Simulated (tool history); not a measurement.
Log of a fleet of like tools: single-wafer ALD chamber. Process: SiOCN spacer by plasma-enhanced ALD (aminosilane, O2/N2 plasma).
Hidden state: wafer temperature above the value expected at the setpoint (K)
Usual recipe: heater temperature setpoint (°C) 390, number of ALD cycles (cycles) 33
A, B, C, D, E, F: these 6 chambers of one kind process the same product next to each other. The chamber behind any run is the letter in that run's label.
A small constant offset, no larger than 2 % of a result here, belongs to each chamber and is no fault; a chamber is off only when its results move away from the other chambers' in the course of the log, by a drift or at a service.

run	day	heater temperature setpoint (°C)	number of ALD cycles (cycles)	hours since the last thermocouple change	read-back reference wafer on the same gauge, thickness_nm	mean film thickness on the monitor wafer (angstrom)
1B	0.171	390	33	36.9	1.9494	19.632
2C	0.408	390	33	1819.8	1.9498	19.677
3F	0.75	390	33	1181.1	1.9489	20.011
4A	1.004	390	33	1276.1	1.9483	20.165
5D	1.292	390	33	2440.5	1.9513	19.669
6E	1.65	404	27	592.1	1.9506	16.209
7D	1.883	404	27	2454.7	1.9517	15.916
8E	2.133	404	27	603.7	1.9521	16.222
9A	2.304	404	27	1307.3	1.9509	16.195
10B	2.538	404	27	93.7	1.9496	16.189
11C	2.792	404	27	1877	1.9494	16.123
12F	3.146	390	33	1238.6	1.9504	19.989
13A	3.479	390	33	1335.5	1.9491	20.496
14F	3.733	390	33	1252.7	1.9483	20.186
15C	4.008	390	33	1906.2	1.9497	19.76
16D	4.167	390	33	2509.5	1.9514	19.946
17B	4.433	381	30	139.2	1.9501	17.909
18E	4.629	381	30	663.6	1.9504	18.241
19C	4.817	381	30	1925.6	1.9488	18.058
20F	4.996	381	30	1283	1.9476	18.006
21A	5.192	381	30	1376.6	1.9475	18.419
22D	5.375	381	30	2538.5	1.952	17.802
23B	5.7	390	33	169.6	1.948	19.748
24E	6.021	390	33	697	1.9475	19.907
25E	6.275	390	33	703.1	1.9538	19.952
26B	6.6	390	33	191.2	1.9481	19.995
27C	6.912	390	33	1975.9	1.9481	19.729
28D	7.188	390	33	2582	1.9504	19.671
29F	7.438	390	33	1341.6	1.9501	20.117
30A	7.758	390	33	1438.2	1.9462	20.282
31E	8.038	390	33	745.4	1.9484	20.248
32B	8.254	404	28	230.9	1.9497	16.534
33F	8.583	404	28	1369.1	1.9516	16.892
34D	8.892	404	28	2622.9	1.9503	16.653
35A	9.204	404	28	1472.9	1.9477	17.024
36C	9.542	404	28	2039	1.946	16.535
37D	9.783	404	28	2644.3	1.9539	16.612
# day 9.925: chamber C: thermocouple changed; heater temperature recalibrated
38B	10.138	390	33	276.1	1.9469	19.785
39F	10.462	390	33	1414.2	1.9529	20.237
40E	10.771	390	33	811	1.9494	20.002
41C	11.108	390	33	28.5	1.9488	19.89
42A	11.342	390	33	1524.2	1.9498	20.18
43E	11.592	390	29	830.7	1.947	17.541

All chambers now run identical settings, listed one chamber a line with results as question marks. What results will each chamber show?
44A	11.846	390	33			?
44B	11.846	390	33			?
44C	11.846	390	33			?
44D	11.846	390	33			?
44E	11.846	390	33			?
44F	11.846	390	33			?

run	mean film thickness on the monitor wafer (angstrom)
44A	20.297
44B	19.757
44C	19.746
44D	20.062
44E	19.975
44F	20.13

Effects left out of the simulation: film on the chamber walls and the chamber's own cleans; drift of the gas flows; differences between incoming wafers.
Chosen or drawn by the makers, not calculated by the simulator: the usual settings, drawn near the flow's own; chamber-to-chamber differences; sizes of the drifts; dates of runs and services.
